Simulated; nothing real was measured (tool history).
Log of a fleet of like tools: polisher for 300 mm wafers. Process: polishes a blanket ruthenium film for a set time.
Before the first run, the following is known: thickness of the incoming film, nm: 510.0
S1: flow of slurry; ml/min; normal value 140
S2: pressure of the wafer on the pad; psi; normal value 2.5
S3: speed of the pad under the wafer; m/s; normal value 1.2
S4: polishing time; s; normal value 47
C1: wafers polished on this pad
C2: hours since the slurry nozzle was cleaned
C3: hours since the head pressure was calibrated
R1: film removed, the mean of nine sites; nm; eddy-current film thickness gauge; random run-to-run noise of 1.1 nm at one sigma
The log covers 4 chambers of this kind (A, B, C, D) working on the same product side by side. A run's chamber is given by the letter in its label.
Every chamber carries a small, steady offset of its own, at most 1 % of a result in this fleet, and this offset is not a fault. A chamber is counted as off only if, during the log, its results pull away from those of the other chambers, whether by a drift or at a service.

Run 1C, day 0.188: usual settings; C1 419; C2 506; C3 141.6. Result: R1 95.529 nm.
At day 0.204: chamber B: worn pad replaced by a new one.
Run 2A, day 0.342: usual settings; C1 760; C2 27.9; C3 276.6. Result: R1 95.377 nm.
Run 3B, day 0.492: usual settings; C1 61; C2 203.6; C3 467.5. Result: R1 94.083 nm.
Run 4D, day 0.717: usual settings; C1 289; C2 387.6; C3 253.3. Result: R1 96.63 nm.
Run 5D, day 0.846: usual settings; C1 317; C2 390.7; C3 256.4. Result: R1 95.091 nm.
Run 6A, day 1.054: usual settings but S3 1.02 m/s, S4 41 s; C1 912; C2 45; C3 293.7. Result: R1 69.229 nm.
Run 7C, day 1.262: usual settings but S3 1.02 m/s, S4 41 s; C1 648; C2 531.8; C3 167.4. Result: R1 69.89 nm.
Run 8B, day 1.467: usual settings but S3 1.02 m/s, S4 41 s; C1 268; C2 227; C3 490.9. Result: R1 69.411 nm.
Run 9B, day 1.654: usual settings but S3 1.02 m/s, S4 41 s; C1 308; C2 231.5; C3 495.4. Result: R1 71.561 nm.
Run 10D, day 1.867: usual settings; C1 534; C2 415.2; C3 280.9. Result: R1 94.456 nm.
Run 11C, day 2.012: usual settings; C1 807; C2 549.8; C3 185.4. Result: R1 93.004 nm.
Run 12A, day 2.146: usual settings; C1 1144; C2 71.2; C3 319.9. Result: R1 92.596 nm.
At day 2.338: chamber D: worn pad replaced by a new one.
Run 13C, day 2.338: usual settings; C1 876; C2 557.6; C3 193.2. Result: R1 90.75 nm.
At day 2.346: chamber B: head pressure recalibrated.
Run 14B, day 2.458: usual settings but S2 2.2 psi; C1 480; C2 250.8; C3 2.8. Result: R1 84.631 nm.
At day 2.479: chamber A: worn pad replaced by a new one.
Run 15A, day 2.688: usual settings but S2 2.2 psi; C1 45; C2 84.2; C3 332.9. Result: R1 83.132 nm.
Run 16D, day 2.858: usual settings but S2 2.2 psi; C1 110; C2 439; C3 304.7. Result: R1 83.86 nm.
Run 17D, day 3.008: usual settings but S2 2.2 psi; C1 142; C2 442.6; C3 308.3. Result: R1 84.382 nm.
Run 18A, day 3.183: usual settings but S1 95 ml/min, S2 2 psi; C1 150; C2 96.1; C3 344.8. Result: R1 69.878 nm.
Run 19B, day 3.288: usual settings but S1 95 ml/min, S2 2 psi; C1 656; C2 270.7; C3 22.7. Result: R1 69.488 nm.
Run 20C, day 3.404: usual settings but S1 95 ml/min, S2 2 psi; C1 1104; C2 583.2; C3 218.8. Result: R1 66.398 nm.
Run 21A, day 3.592: usual settings but S1 95 ml/min, S2 2 psi; C1 237; C2 105.9; C3 354.6. Result: R1 69.798 nm.
Run 22C, day 3.754: usual settings; C1 1178; C2 591.6; C3 227.2. Result: R1 87.16 nm.
Run 23D, day 3.942: usual settings; C1 341; C2 465; C3 330.7. Result: R1 94.209 nm.
Run 24B, day 4.083: usual settings; C1 826; C2 289.8; C3 41.8. Result: R1 96.648 nm.
Run 25B, day 4.275: usual settings; C1 866; C2 294.4; C3 46.4. Result: R1 93.869 nm.
Run 26C, day 4.492: usual settings; C1 1335; C2 609.3; C3 244.9. Result: R1 87.148 nm.
Run 27D, day 4.671: usual settings; C1 496; C2 482.5; C3 348.2. Result: R1 95.481 nm.
Run 28A, day 4.796: usual settings; C1 494; C2 134.8; C3 383.5. Result: R1 94.157 nm.
Run 29B, day 4.904: usual settings; C1 1000; C2 309.5; C3 61.5. Result: R1 95.636 nm.
At day 4.938: chamber A: head pressure recalibrated.
Run 30A, day 5.054: usual settings; C1 549; C2 141; C3 2.8. Result: R1 94.106 nm.
Run 31C, day 5.192: usual settings; C1 1484; C2 626.1; C3 261.7. Result: R1 85.696 nm.
Run 32D, day 5.329: usual settings; C1 637; C2 498.3; C3 364. Result: R1 94.788 nm.
Run 33B, day 5.504: usual settings; C1 1128; C2 323.9; C3 75.9. Result: R1 94.68 nm.

For the next run the whole fleet of 4 chambers uses the same settings. Give each chamber's results:
Run 34A, day 5.671: usual settings. Result: R1 ?.
Run 34B, day 5.671: usual settings. Result: R1 ?.
Run 34C, day 5.671: usual settings. Result: R1 ?.
Run 34D, day 5.671: usual settings. Result: R1 ?.

run      R1
34A  95.377
34B  94.276
34C  87.357
34D  94.278
